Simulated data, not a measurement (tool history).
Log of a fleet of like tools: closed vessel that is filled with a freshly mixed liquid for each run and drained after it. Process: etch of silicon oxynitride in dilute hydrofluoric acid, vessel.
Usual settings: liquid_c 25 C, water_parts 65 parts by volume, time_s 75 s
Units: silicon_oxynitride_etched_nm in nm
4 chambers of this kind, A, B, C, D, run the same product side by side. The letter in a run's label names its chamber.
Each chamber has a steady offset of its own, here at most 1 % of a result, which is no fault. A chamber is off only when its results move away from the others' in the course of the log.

run    day  liquid_c  water_parts  time_s  read-back film thickness of the silicon oxynitride reference wafer, read on the same gauge (nm)  silicon_oxynitride_etched_nm
 1D  0.196        25           65      75                                                                                           80.013                        5.8580
 2B  0.308        25           65      75                                                                                           80.013                        5.8897
 3A  0.462        25           65      75                                                                                           80.005                        6.0935
 4C  0.617        25           65      75                                                                                           80.004                        5.9766
 5B  0.742        25           65      75                                                                                           80.017                        6.0014
 6A  0.938        25           65      75                                                                                           80.001                        5.9237
 7D  1.096        25           65      75                                                                                           79.996                        5.8325
 8C  1.212        25           65      75                                                                                           80.015                        6.0804
 9D  1.404        25           65      75                                                                                           79.991                        5.8237
     1.558  -- chamber B: thermometer replaced
10C  1.588        25           65      75                                                                                           79.967                        6.0208
11A  1.750        25           65      75                                                                                           79.989                        5.8985
12B  1.862        25           65      75                                                                                           80.007                        5.9192
13B  2.083        25           65      75                                                                                           79.985                        6.0481
14A  2.200        25           65      75                                                                                           80.003                        5.9778
15C  2.383        25           65      75                                                                                           79.986                        6.0460
16D  2.550        25           65      75                                                                                           79.998                        5.9146
17B  2.700        25           45     120                                                                                           79.996                       13.9280
18D  2.879        25           45     120                                                                                           79.963                       13.9440
19C  2.992        25           45     120                                                                                           80.005                       14.0790
20A  3.208        25           45     120                                                                                           80.030                       13.7350
21A  3.333        25           65      75                                                                                           79.994                        5.9853
22B  3.550        25           65      75                                                                                           79.997                        5.9221
23C  3.742        25           65      75                                                                                           80.012                        6.0656
24D  3.846        25           65      75                                                                                           79.984                        5.9761
25B  3.958        25           65      75                                                                                           80.030                        5.9630
26D  4.108        29           80      75                                                                                           80.004                        5.8171
27A  4.296        29           80      75                                                                                           79.987                        5.8369
28C  4.512        29           80      75                                                                                           79.987                        5.7847
29C  4.708        29           80      75                                                                                           80.008                        5.8109
30D  4.883        25           65      75                                                                                           80.026                        5.9577
31A  5.025        25           65      75                                                                                           80.017                        6.0273

Is one chamber off against the others, does the gauge drift, or is nothing wrong? If a chamber is off, say which, and what the likeliest cause is.

No chamber stands off beyond its own small offset, and the gauge holds steady.
